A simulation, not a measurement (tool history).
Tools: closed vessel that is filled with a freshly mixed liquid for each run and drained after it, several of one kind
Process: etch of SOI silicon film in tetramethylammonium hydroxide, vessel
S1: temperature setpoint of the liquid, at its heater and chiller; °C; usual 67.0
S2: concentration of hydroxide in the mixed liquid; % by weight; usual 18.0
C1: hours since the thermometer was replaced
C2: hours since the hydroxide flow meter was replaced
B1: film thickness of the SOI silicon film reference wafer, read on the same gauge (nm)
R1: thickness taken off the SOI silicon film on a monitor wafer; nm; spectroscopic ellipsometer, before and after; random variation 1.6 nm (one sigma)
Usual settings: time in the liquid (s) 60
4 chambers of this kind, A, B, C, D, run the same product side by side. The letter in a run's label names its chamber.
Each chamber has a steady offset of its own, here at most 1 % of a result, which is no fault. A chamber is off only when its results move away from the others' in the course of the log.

run 1A day=0.421 | S1=67.0 S2=18.0 time_in_the_liquid_(s)=60 | C1=865.6 C2=1498.7 | B1=40.036 | R1=250.44
run 2B day=0.854 | S1=67.0 S2=18.0 time_in_the_liquid_(s)=60 | C1=1016.1 C2=121.6 | B1=40.018 | R1=250.86
run 3C day=1.250 | S1=67.0 S2=18.0 time_in_the_liquid_(s)=60 | C1=1334.0 C2=421.5 | B1=39.990 | R1=254.41
run 4D day=1.483 | S1=67.0 S2=18.0 time_in_the_liquid_(s)=60 | C1=2135.3 C2=1100.8 | B1=39.970 | R1=251.78
run 5A day=1.771 | S1=63.0 S2=22.5 time_in_the_liquid_(s)=60 | C1=898.0 C2=1531.1 | B1=39.975 | R1=176.68
run 6B day=1.962 | S1=63.0 S2=22.5 time_in_the_liquid_(s)=60 | C1=1042.7 C2=148.2 | B1=39.959 | R1=176.65
run 7D day=2.325 | S1=63.0 S2=22.5 time_in_the_liquid_(s)=60 | C1=2155.5 C2=1121.0 | B1=40.006 | R1=175.92
run 8C day=2.679 | S1=63.0 S2=22.5 time_in_the_liquid_(s)=60 | C1=1368.3 C2=455.8 | B1=39.993 | R1=175.95
run 9C day=2.929 | S1=67.0 S2=18.0 time_in_the_liquid_(s)=60 | C1=1374.3 C2=461.8 | B1=39.994 | R1=251.68
run 10A day=3.329 | S1=67.0 S2=18.0 time_in_the_liquid_(s)=60 | C1=935.4 C2=1568.5 | B1=40.018 | R1=252.03
run 11B day=3.654 | S1=67.0 S2=18.0 time_in_the_liquid_(s)=60 | C1=1083.3 C2=188.8 | B1=39.986 | R1=251.35
run 12D day=3.996 | S1=67.0 S2=18.0 time_in_the_liquid_(s)=60 | C1=2195.6 C2=1161.1 | B1=40.021 | R1=251.63
run 13B day=4.212 | S1=67.0 S2=18.0 time_in_the_liquid_(s)=60 | C1=1096.7 C2=202.2 | B1=40.036 | R1=249.39
run 14A day=4.458 | S1=67.0 S2=18.0 time_in_the_liquid_(s)=60 | C1=962.5 C2=1595.6 | B1=39.995 | R1=252.08
run 15D day=4.742 | S1=67.0 S2=18.0 time_in_the_liquid_(s)=40 | C1=2213.5 C2=1179.0 | B1=40.012 | R1=168.88
run 16C day=5.038 | S1=67.0 S2=18.0 time_in_the_liquid_(s)=40 | C1=1424.9 C2=512.4 | B1=39.967 | R1=167.29
run 17C day=5.242 | S1=67.0 S2=18.0 time_in_the_liquid_(s)=40 | C1=1429.8 C2=517.3 | B1=40.005 | R1=167.59
run 18D day=5.542 | S1=67.0 S2=18.0 time_in_the_liquid_(s)=40 | C1=2232.7 C2=1198.2 | B1=40.011 | R1=167.46
run 19B day=5.946 | S1=67.0 S2=18.0 time_in_the_liquid_(s)=60 | C1=1138.3 C2=243.8 | B1=40.007 | R1=246.79
run 20A day=6.200 | S1=74.5 S2=18.0 time_in_the_liquid_(s)=60 | C1=1004.3 C2=1637.4 | B1=40.004 | R1=388.77
run 21A day=6.396 | S1=74.5 S2=18.0 time_in_the_liquid_(s)=60 | C1=1009.0 C2=1642.1 | B1=39.980 | R1=389.89
run 22B day=6.592 | S1=74.5 S2=18.0 time_in_the_liquid_(s)=60 | C1=1153.8 C2=259.3 | B1=39.992 | R1=381.20
run 23C day=6.921 | S1=74.5 S2=18.0 time_in_the_liquid_(s)=60 | C1=1470.1 C2=557.6 | B1=40.020 | R1=390.26
run 24D day=7.350 | S1=67.0 S2=18.0 time_in_the_liquid_(s)=85 | C1=2276.1 C2=1241.6 | B1=39.976 | R1=355.01
run 25A day=7.775 | S1=67.0 S2=18.0 time_in_the_liquid_(s)=85 | C1=1042.1 C2=1675.2 | B1=40.018 | R1=352.88
run 26C day=7.962 | S1=67.0 S2=18.0 time_in_the_liquid_(s)=85 | C1=1495.1 C2=582.6 | B1=40.014 | R1=359.82
run 27B day=8.254 | S1=67.0 S2=18.0 time_in_the_liquid_(s)=85 | C1=1193.7 C2=299.2 | B1=40.001 | R1=338.29
run 28D day=8.638 | S1=67.0 S2=18.0 time_in_the_liquid_(s)=60 | C1=2307.0 C2=1272.5 | B1=39.994 | R1=251.41
run 29A day=9.062 | S1=59.5 S2=18.0 time_in_the_liquid_(s)=85 | C1=1073.0 C2=1706.1 | B1=40.003 | R1=224.32

All 4 chambers run these settings next. Forecast each chamber's results:
run 30A day=9.375 | S1=72.0 S2=18.0 time_in_the_liquid_(s)=60 | R1=?
run 30B day=9.375 | S1=72.0 S2=18.0 time_in_the_liquid_(s)=60 | R1=?
run 30C day=9.375 | S1=72.0 S2=18.0 time_in_the_liquid_(s)=60 | R1=?
run 30D day=9.375 | S1=72.0 S2=18.0 time_in_the_liquid_(s)=60 | R1=?

run=30A R1=337.92
run=30B R1=317.90
run=30C R1=335.40
run=30D R1=334.93

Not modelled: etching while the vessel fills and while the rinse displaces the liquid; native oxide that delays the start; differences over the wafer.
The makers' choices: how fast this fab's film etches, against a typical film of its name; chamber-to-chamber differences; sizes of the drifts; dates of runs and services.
